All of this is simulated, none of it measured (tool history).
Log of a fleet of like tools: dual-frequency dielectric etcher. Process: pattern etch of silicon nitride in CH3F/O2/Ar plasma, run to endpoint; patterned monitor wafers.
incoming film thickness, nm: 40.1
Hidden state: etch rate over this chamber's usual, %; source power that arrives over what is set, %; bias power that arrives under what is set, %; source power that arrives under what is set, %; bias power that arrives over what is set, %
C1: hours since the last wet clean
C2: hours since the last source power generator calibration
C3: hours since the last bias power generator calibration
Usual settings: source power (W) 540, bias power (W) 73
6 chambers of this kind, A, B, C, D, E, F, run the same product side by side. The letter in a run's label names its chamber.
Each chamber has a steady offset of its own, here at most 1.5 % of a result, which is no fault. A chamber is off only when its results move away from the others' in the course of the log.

{"run": "1A", "hour": 5.0, "source power (W)": 540, "bias power (W)": 73, "C1": 85.5, "C2": 1371.3, "C3": 1829.6, "endpoint time (s)": 51.746}
{"run": "2D", "hour": 12.2, "source power (W)": 540, "bias power (W)": 73, "C1": 238.9, "C2": 1672.1, "C3": 1177.5, "endpoint time (s)": 51.814}
{"run": "3C", "hour": 18.1, "source power (W)": 540, "bias power (W)": 73, "C1": 334.6, "C2": 723.0, "C3": 1209.8, "endpoint time (s)": 50.797}
{"hour": 22.5, "done": "chamber C: wet clean of the chamber"}
{"run": "4E", "hour": 23.4, "source power (W)": 540, "bias power (W)": 73, "C1": 159.2, "C2": 4237.5, "C3": 3482.9, "endpoint time (s)": 51.271}
{"run": "5B", "hour": 31.5, "source power (W)": 540, "bias power (W)": 73, "C1": 331.9, "C2": 1623.6, "C3": 1382.8, "endpoint time (s)": 51.564}
{"run": "6F", "hour": 38.8, "source power (W)": 540, "bias power (W)": 73, "C1": 306.8, "C2": 2278.0, "C3": 1077.7, "endpoint time (s)": 51.056}
{"run": "7C", "hour": 44.0, "source power (W)": 540, "bias power (W)": 73, "C1": 21.6, "C2": 748.9, "C3": 1235.7, "endpoint time (s)": 50.897}
{"run": "8A", "hour": 48.8, "source power (W)": 470, "bias power (W)": 80, "C1": 129.3, "C2": 1415.1, "C3": 1873.4, "endpoint time (s)": 52.329}
{"run": "9B", "hour": 53.2, "source power (W)": 470, "bias power (W)": 80, "C1": 353.6, "C2": 1645.3, "C3": 1404.5, "endpoint time (s)": 52.496}
{"run": "10D", "hour": 57.9, "source power (W)": 470, "bias power (W)": 80, "C1": 284.6, "C2": 1717.8, "C3": 1223.2, "endpoint time (s)": 52.807}
{"run": "11E", "hour": 66.1, "source power (W)": 470, "bias power (W)": 80, "C1": 201.9, "C2": 4280.2, "C3": 3525.6, "endpoint time (s)": 52.542}
{"run": "12F", "hour": 73.0, "source power (W)": 470, "bias power (W)": 80, "C1": 341.0, "C2": 2312.2, "C3": 1111.9, "endpoint time (s)": 52.324}
{"hour": 74.7, "done": "chamber E: source power generator calibrated"}
{"run": "13A", "hour": 80.7, "source power (W)": 470, "bias power (W)": 80, "C1": 161.2, "C2": 1447.0, "C3": 1905.3, "endpoint time (s)": 52.477}
{"run": "14C", "hour": 85.0, "source power (W)": 540, "bias power (W)": 73, "C1": 62.6, "C2": 789.9, "C3": 1276.7, "endpoint time (s)": 50.984}
{"run": "15F", "hour": 89.9, "source power (W)": 540, "bias power (W)": 73, "C1": 357.9, "C2": 2329.1, "C3": 1128.8, "endpoint time (s)": 50.446}
{"run": "16B", "hour": 96.3, "source power (W)": 660, "bias power (W)": 85, "C1": 396.7, "C2": 1688.4, "C3": 1447.6, "endpoint time (s)": 45.159}
{"run": "17E", "hour": 100.8, "source power (W)": 660, "bias power (W)": 85, "C1": 236.6, "C2": 26.1, "C3": 3560.3, "endpoint time (s)": 44.986}
{"run": "18D", "hour": 105.9, "source power (W)": 660, "bias power (W)": 85, "C1": 332.6, "C2": 1765.8, "C3": 1271.2, "endpoint time (s)": 45.367}
{"run": "19E", "hour": 111.0, "source power (W)": 660, "bias power (W)": 85, "C1": 246.8, "C2": 36.3, "C3": 3570.5, "endpoint time (s)": 45.143}
{"run": "20F", "hour": 114.9, "source power (W)": 660, "bias power (W)": 85, "C1": 382.9, "C2": 2354.1, "C3": 1153.8, "endpoint time (s)": 44.626}
{"run": "21D", "hour": 123.0, "source power (W)": 660, "bias power (W)": 85, "C1": 349.7, "C2": 1782.9, "C3": 1288.3, "endpoint time (s)": 45.315}
{"hour": 129.8, "done": "chamber B: wet clean of the chamber"}
{"run": "22B", "hour": 130.4, "source power (W)": 670, "bias power (W)": 85, "C1": 0.6, "C2": 1722.5, "C3": 1481.7, "endpoint time (s)": 45.23}
{"run": "23C", "hour": 136.5, "source power (W)": 670, "bias power (W)": 85, "C1": 114.1, "C2": 841.4, "C3": 1328.2, "endpoint time (s)": 44.664}
{"run": "24A", "hour": 144.5, "source power (W)": 670, "bias power (W)": 85, "C1": 225.0, "C2": 1510.8, "C3": 1969.1, "endpoint time (s)": 44.84}
{"run": "25D", "hour": 150.7, "source power (W)": 670, "bias power (W)": 85, "C1": 377.4, "C2": 1810.6, "C3": 1316.0, "endpoint time (s)": 45.008}
{"hour": 151.9, "done": "chamber A: bias power generator calibrated"}
{"run": "26B", "hour": 155.1, "source power (W)": 670, "bias power (W)": 85, "C1": 25.3, "C2": 1747.2, "C3": 1506.4, "endpoint time (s)": 44.786}
{"run": "27F", "hour": 159.8, "source power (W)": 670, "bias power (W)": 85, "C1": 427.8, "C2": 2399.0, "C3": 1198.7, "endpoint time (s)": 44.342}
{"run": "28C", "hour": 164.7, "source power (W)": 540, "bias power (W)": 73, "C1": 142.3, "C2": 869.6, "C3": 1356.4, "endpoint time (s)": 51.445}
{"run": "29A", "hour": 170.9, "source power (W)": 540, "bias power (W)": 73, "C1": 251.4, "C2": 1537.2, "C3": 19.1, "endpoint time (s)": 51.27}
{"run": "30E", "hour": 175.3, "source power (W)": 540, "bias power (W)": 73, "C1": 311.1, "C2": 100.6, "C3": 3634.8, "endpoint time (s)": 51.351}
{"run": "31C", "hour": 183.2, "source power (W)": 540, "bias power (W)": 73, "C1": 160.8, "C2": 888.1, "C3": 1374.9, "endpoint time (s)": 50.929}
{"run": "32D", "hour": 187.8, "source power (W)": 540, "bias power (W)": 73, "C1": 414.5, "C2": 1847.7, "C3": 1353.1, "endpoint time (s)": 51.685}
{"run": "33E", "hour": 194.8, "source power (W)": 540, "bias power (W)": 73, "C1": 330.6, "C2": 120.1, "C3": 3654.3, "endpoint time (s)": 51.41}
{"run": "34F", "hour": 201.7, "source power (W)": 540, "bias power (W)": 73, "C1": 469.7, "C2": 2440.9, "C3": 1240.6, "endpoint time (s)": 50.601}
{"run": "35B", "hour": 207.0, "source power (W)": 540, "bias power (W)": 73, "C1": 77.2, "C2": 1799.1, "C3": 1558.3, "endpoint time (s)": 51.316}
{"run": "36A", "hour": 214.8, "source power (W)": 540, "bias power (W)": 73, "C1": 295.3, "C2": 1581.1, "C3": 63.0, "endpoint time (s)": 51.383}

All 6 chambers run these settings next. Forecast each chamber's results:
{"run": "37A", "hour": 220.8, "source power (W)": 540, "bias power (W)": 73, "endpoint time (s)": "?"}
{"run": "37B", "hour": 220.8, "source power (W)": 540, "bias power (W)": 73, "endpoint time (s)": "?"}
{"run": "37C", "hour": 220.8, "source power (W)": 540, "bias power (W)": 73, "endpoint time (s)": "?"}
{"run": "37D", "hour": 220.8, "source power (W)": 540, "bias power (W)": 73, "endpoint time (s)": "?"}
{"run": "37E", "hour": 220.8, "source power (W)": 540, "bias power (W)": 73, "endpoint time (s)": "?"}
{"run": "37F", "hour": 220.8, "source power (W)": 540, "bias power (W)": 73, "endpoint time (s)": "?"}

run=37A endpoint_time_(s)=51.470
run=37B endpoint_time_(s)=51.460
run=37C endpoint_time_(s)=51.060
run=37D endpoint_time_(s)=51.623
run=37E endpoint_time_(s)=51.322
run=37F endpoint_time_(s)=50.975
